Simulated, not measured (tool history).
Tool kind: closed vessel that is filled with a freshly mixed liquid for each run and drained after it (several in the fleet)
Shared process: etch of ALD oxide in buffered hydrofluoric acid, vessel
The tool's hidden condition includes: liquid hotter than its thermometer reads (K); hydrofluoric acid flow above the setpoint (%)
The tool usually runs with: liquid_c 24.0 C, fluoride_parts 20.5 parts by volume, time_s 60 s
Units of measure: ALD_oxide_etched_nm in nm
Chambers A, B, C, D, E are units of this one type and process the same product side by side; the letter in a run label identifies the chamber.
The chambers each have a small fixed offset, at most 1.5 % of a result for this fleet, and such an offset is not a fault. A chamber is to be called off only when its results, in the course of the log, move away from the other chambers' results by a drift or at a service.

run	hour	liquid_c	fluoride_parts	time_s	hours since the thermometer was replaced	hours since the hydrofluoric acid flow meter was replaced	read-back film thickness of the ALD oxide reference wafer, read on the same gauge (nm)	ALD_oxide_etched_nm
1A	4.6	24.0	20.5	60	325.5	687.8	119.98	66.645
2C	9.3	24.0	20.5	60	1059.5	601.1	120.01	67.955
3B	13.3	24.0	20.5	60	473.6	147.2	119.96	65.747
4D	16.8	24.0	20.5	60	36.2	17.5	119.98	66.525
5E	21.2	24.0	20.5	60	617.0	269.6	120.03	66.502
6E	23.6	24.0	20.5	60	619.4	272.0	120.00	67.344
7B	28.0	24.0	20.5	60	488.3	161.9	120.01	65.192
8C	31.6	24.0	20.5	60	1081.8	623.4	120.01	67.640
9A	34.4	24.0	20.5	60	355.3	717.6	119.99	66.244
10D	38.2	24.0	20.5	60	57.6	38.9	119.98	66.378
11D	40.4	24.0	20.5	60	59.8	41.1	120.01	66.754
12E	44.1	24.0	20.5	60	639.9	292.5	119.99	67.803
13C	47.2	24.0	20.5	60	1097.4	639.0	120.01	67.879
14B	49.5	24.0	20.5	60	509.8	183.4	120.01	65.375
15A	52.4	24.0	20.5	60	373.3	735.6	119.99	66.931
16D	55.0	24.0	20.5	60	74.4	55.7	120.00	66.440
17A	58.3	24.0	20.5	60	379.2	741.5	120.01	67.079
18E	61.7	24.0	20.5	60	657.5	310.1	120.02	67.193
19C	65.8	24.0	20.5	60	1116.0	657.6	120.01	67.647
20B	70.3	24.0	20.5	60	530.6	204.2	119.99	65.537
21C	75.2	22.5	20.5	30	1125.4	667.0	119.99	30.521
22D	80.3	22.5	20.5	30	99.7	81.0	120.01	30.898
23E	84.5	22.5	20.5	30	680.3	332.9	119.98	32.147
24A	87.4	22.5	20.5	30	408.3	770.6	120.01	30.200
25B	91.2	22.5	20.5	30	551.5	225.1	120.02	30.603
26E	96.2	24.0	20.5	60	692.0	344.6	119.99	68.701
27A	101.0	24.0	20.5	60	421.9	784.2	120.00	66.224
28B	103.7	24.0	20.5	60	564.0	237.6	120.00	66.018
29D	108.8	24.0	20.5	60	128.2	109.5	120.00	67.060
30C	112.0	24.0	20.5	60	1162.2	703.8	120.01	67.775
31B	116.0	24.0	20.5	60	576.3	249.9	119.99	65.773
32A	120.4	24.0	20.5	60	441.3	803.6	120.01	66.676
33E	124.1	24.0	20.5	60	719.9	372.5	120.00	69.937
34C	127.7	24.0	20.5	60	1177.9	719.5	119.97	66.544
35D	132.3	24.0	20.5	60	151.7	133.0	120.03	67.456
36C	135.3	24.0	20.5	60	1185.5	727.1	119.98	67.311
37B	140.1	24.0	20.5	60	600.4	274.0	120.00	65.019
38E	142.8	24.0	20.5	60	738.6	391.2	120.01	71.830
39D	147.3	24.0	20.5	60	166.7	148.0	120.02	66.827
40A	149.5	24.0	20.5	60	470.4	832.7	120.02	66.796
41C	152.1	21.0	17.0	60	1202.3	743.9	120.01	67.913
42D	154.9	21.0	17.0	60	174.3	155.6	119.96	68.074
43E	159.3	21.0	17.0	60	755.1	407.7	120.00	72.823
44A	163.4	21.0	17.0	60	484.3	846.6	120.02	68.196

For the next run the whole fleet of 5 chambers uses the same settings. Give each chamber's results:
45A	167.1	24.0	20.5	45				?
45B	167.1	24.0	20.5	45				?
45C	167.1	24.0	20.5	45				?
45D	167.1	24.0	20.5	45				?
45E	167.1	24.0	20.5	45				?

run	ALD_oxide_etched_nm
45A	49.723
45B	49.620
45C	50.731
45D	50.328
45E	54.099

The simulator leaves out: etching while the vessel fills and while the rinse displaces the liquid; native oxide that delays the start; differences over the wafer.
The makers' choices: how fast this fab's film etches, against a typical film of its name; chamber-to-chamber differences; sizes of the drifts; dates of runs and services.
